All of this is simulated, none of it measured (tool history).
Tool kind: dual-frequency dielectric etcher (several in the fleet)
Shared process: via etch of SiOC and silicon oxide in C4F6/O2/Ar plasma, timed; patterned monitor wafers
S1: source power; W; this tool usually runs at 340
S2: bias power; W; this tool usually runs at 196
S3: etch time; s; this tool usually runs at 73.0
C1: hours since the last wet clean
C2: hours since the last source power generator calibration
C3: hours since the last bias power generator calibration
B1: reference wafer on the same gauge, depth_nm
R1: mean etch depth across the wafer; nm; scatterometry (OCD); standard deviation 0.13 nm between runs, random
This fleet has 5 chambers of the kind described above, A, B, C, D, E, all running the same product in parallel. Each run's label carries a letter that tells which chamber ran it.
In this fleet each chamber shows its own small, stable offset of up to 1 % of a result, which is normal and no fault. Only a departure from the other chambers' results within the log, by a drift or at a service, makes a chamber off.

run,hour,S1,S2,S3,C1,C2,C3,B1,R1
1D,6.2,340,196,73.0,233.9,1874.0,714.5,82.709,80.053
2A,11.1,340,196,73.0,232.9,2849.5,1157.8,82.714,79.707
# hour 12.2: chamber E: wet clean of the chamber
3B,18.4,340,196,73.0,294.5,1336.5,391.9,82.690,79.281
4C,24.9,340,196,73.0,607.3,2084.2,264.3,82.634,79.944
5E,31.5,340,171,51.5,19.4,2928.0,1335.1,82.649,53.479
6E,39.6,340,171,51.5,27.5,2936.1,1343.2,82.593,53.375
7A,43.7,340,171,51.5,265.5,2882.1,1190.4,82.567,53.708
8C,52.0,340,171,51.5,634.4,2111.3,291.4,82.576,54.025
9D,60.2,340,171,51.5,287.9,1928.0,768.5,82.538,54.036
# hour 62.0: chamber C: wet clean of the chamber
10B,64.7,340,196,73.0,340.8,1382.8,438.2,82.546,79.302
11D,72.7,340,196,73.0,300.4,1940.5,781.0,82.522,80.061
12E,80.6,340,196,52.0,68.5,2977.1,1384.2,82.510,56.267
13B,86.5,340,196,52.0,362.6,1404.6,460.0,82.520,56.337
14C,90.4,340,196,52.0,28.5,2149.7,329.8,82.477,57.062
15A,98.2,340,196,52.0,320.0,2936.6,1244.9,82.498,56.841
16C,101.9,340,196,52.0,40.0,2161.2,341.3,82.481,56.960
17D,109.4,340,168,64.0,337.1,1977.2,817.7,82.470,66.593
18A,113.3,340,168,64.0,335.1,2951.7,1260.0,82.394,66.393
19B,118.8,340,168,64.0,394.9,1436.9,492.3,82.451,65.929
20E,124.1,340,168,64.0,112.0,3020.6,1427.7,82.402,65.949
21B,128.8,340,168,64.0,404.9,1446.9,502.3,82.421,65.730
22E,134.0,340,226,73.0,121.9,3030.5,1437.6,82.381,82.889
23D,140.2,340,226,73.0,367.9,2008.0,848.5,82.374,83.622
24C,147.8,340,226,73.0,85.9,2207.1,387.2,82.361,83.987
25A,155.5,340,226,73.0,377.3,2993.9,1302.2,82.355,83.783
26A,159.6,340,226,73.0,381.4,2998.0,1306.3,82.355,83.470
27B,165.8,340,196,73.0,441.9,1483.9,539.3,82.299,78.937
# hour 168.2: chamber D: wet clean of the chamber
28E,170.2,340,196,73.0,158.1,3066.7,1473.8,82.298,78.573
29D,176.1,340,196,73.0,8.0,2043.9,884.4,82.327,79.719
30C,180.9,340,196,83.0,119.0,2240.2,420.3,82.308,90.686
31B,184.8,340,196,83.0,460.9,1502.9,558.3,82.301,89.592
32D,190.0,340,196,83.0,21.9,2057.8,898.3,82.254,90.612
33A,193.9,340,196,83.0,415.7,3032.3,1340.6,82.246,90.351
34E,200.5,340,196,83.0,188.4,3097.0,1504.1,82.242,89.822
35C,207.8,340,196,73.0,145.9,2267.1,447.2,82.266,79.647
36A,213.1,340,196,73.0,434.9,3051.5,1359.8,82.209,79.384
37E,218.7,340,196,73.0,206.6,3115.2,1522.3,82.199,78.681
38B,223.1,340,196,73.0,499.2,1541.2,596.6,82.201,78.851
39D,228.5,340,196,73.0,60.4,2096.3,936.8,82.166,79.525
40C,232.6,300,169,73.0,170.7,2291.9,472.0,82.152,72.461

Is one chamber out of step, is the gauge drifting, or do the chambers differ by no more than their own small offsets? For an off chamber, give its letter and the likeliest cause.

Gauge drift. The chambers move together only on paper, and none stands off.
Likeliest cause: gauge reads low (%) = 0.66.
